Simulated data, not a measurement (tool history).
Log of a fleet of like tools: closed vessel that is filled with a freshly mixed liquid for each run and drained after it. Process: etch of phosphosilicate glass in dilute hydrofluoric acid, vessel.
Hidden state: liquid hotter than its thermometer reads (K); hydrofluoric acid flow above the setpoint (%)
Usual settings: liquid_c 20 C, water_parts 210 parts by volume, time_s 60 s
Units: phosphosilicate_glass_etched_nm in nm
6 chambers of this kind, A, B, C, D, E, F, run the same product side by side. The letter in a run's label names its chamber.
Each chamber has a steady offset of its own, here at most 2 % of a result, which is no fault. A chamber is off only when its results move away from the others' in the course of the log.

| run | hour | liquid_c | water_parts | time_s | hours since the thermometer was replaced | hours since the hydrofluoric acid flow meter was replaced | read-back film thickness of the phosphosilicate glass reference wafer, read on the same gauge (nm) | phosphosilicate_glass_etched_nm |
|---|---|---|---|---|---|---|---|---|
| 1A | 3.7 | 20 | 210 | 60 | 1301.7 | 233.1 | 39.971 | 25.622 |
| 2E | 9.2 | 20 | 210 | 60 | 2296.7 | 69.6 | 40.024 | 25.949 |
| 3D | 14.1 | 20 | 210 | 60 | 578.5 | 984 | 40.008 | 25.762 |
| 4C | 18.7 | 20 | 210 | 60 | 1499.6 | 334 | 39.992 | 25.195 |
| 5B | 24.5 | 20 | 210 | 60 | 1756.2 | 1790.7 | 39.989 | 25.549 |
| 6F | 29.9 | 20 | 210 | 60 | 1208.5 | 1146.2 | 39.995 | 25.303 |
| 7D | 35.3 | 20 | 210 | 60 | 599.7 | 1005.2 | 40.003 | 25.828 |
|  | 36.3 | chamber B: hydrofluoric acid flow meter replaced |
| 8F | 41 | 20 | 210 | 60 | 1219.6 | 1157.3 | 40.053 | 25.397 |
| 9E | 47.4 | 20 | 210 | 60 | 2334.9 | 107.8 | 39.981 | 26.125 |
| 10C | 54.1 | 20 | 210 | 60 | 1535 | 369.4 | 39.97 | 25.223 |
| 11A | 57.9 | 20 | 210 | 60 | 1355.9 | 287.3 | 40 | 25.527 |
| 12B | 61.3 | 20 | 210 | 60 | 1793 | 25.1 | 39.958 | 25.621 |
| 13C | 67.9 | 20 | 210 | 60 | 1548.8 | 383.2 | 40 | 25.109 |
| 14A | 72 | 20 | 210 | 60 | 1370 | 301.4 | 40 | 25.351 |
| 15F | 78 | 20 | 210 | 60 | 1256.6 | 1194.3 | 40.026 | 25.216 |
| 16B | 83.1 | 20 | 210 | 60 | 1814.8 | 46.9 | 40.044 | 25.509 |
| 17D | 87.1 | 18 | 210 | 60 | 651.5 | 1057 | 40.015 | 23.731 |
| 18E | 92.1 | 18 | 210 | 60 | 2379.6 | 152.5 | 40.016 | 23.968 |
| 19B | 96.9 | 18 | 210 | 60 | 1828.6 | 60.7 | 40.011 | 23.561 |
| 20E | 101 | 18 | 210 | 60 | 2388.5 | 161.4 | 40.009 | 24.032 |
| 21C | 104.1 | 18 | 210 | 60 | 1585 | 419.4 | 39.961 | 23.465 |
| 22A | 110.4 | 18 | 210 | 60 | 1408.4 | 339.8 | 39.986 | 23.574 |
| 23F | 113.8 | 20 | 210 | 60 | 1292.4 | 1230.1 | 39.97 | 25.356 |
| 24D | 118.6 | 20 | 210 | 60 | 683 | 1088.5 | 40.01 | 25.715 |
| 25C | 125 | 20 | 210 | 60 | 1605.9 | 440.3 | 40.016 | 25.15 |
| 26A | 129.7 | 20 | 210 | 60 | 1427.7 | 359.1 | 40.019 | 25.474 |
| 27F | 135.5 | 20 | 210 | 60 | 1314.1 | 1251.8 | 39.953 | 25.372 |
| 28E | 139.1 | 20 | 210 | 60 | 2426.6 | 199.5 | 40.014 | 26.022 |
| 29B | 143.7 | 20 | 210 | 60 | 1875.4 | 107.5 | 39.975 | 25.44 |
| 30D | 148.8 | 20 | 210 | 60 | 713.2 | 1118.7 | 39.96 | 25.788 |
| 31E | 151.7 | 20 | 210 | 60 | 2439.2 | 212.1 | 39.993 | 26.02 |
| 32F | 158.2 | 20 | 210 | 60 | 1336.8 | 1274.5 | 40.032 | 25.241 |
| 33A | 164.8 | 17 | 110 | 60 | 1462.8 | 394.2 | 39.991 | 47.057 |
| 34B | 168.7 | 17 | 110 | 60 | 1900.4 | 132.5 | 39.982 | 47.443 |
| 35D | 175.2 | 17 | 110 | 60 | 739.6 | 1145.1 | 39.953 | 48.289 |
| 36C | 180.7 | 17 | 110 | 60 | 1661.6 | 496 | 39.968 | 46.994 |

All 6 chambers run these settings next. Forecast each chamber's results:
| 37A | 185.6 | 20 | 135 | 60 |  |  |  | ? |
| 37B | 185.6 | 20 | 135 | 60 |  |  |  | ? |
| 37C | 185.6 | 20 | 135 | 60 |  |  |  | ? |
| 37D | 185.6 | 20 | 135 | 60 |  |  |  | ? |
| 37E | 185.6 | 20 | 135 | 60 |  |  |  | ? |
| 37F | 185.6 | 20 | 135 | 60 |  |  |  | ? |

| run | phosphosilicate_glass_etched_nm |
|---|---|
| 37A | 42.758 |
| 37B | 42.786 |
| 37C | 42.35 |
| 37D | 43.164 |
| 37E | 43.705 |
| 37F | 42.118 |
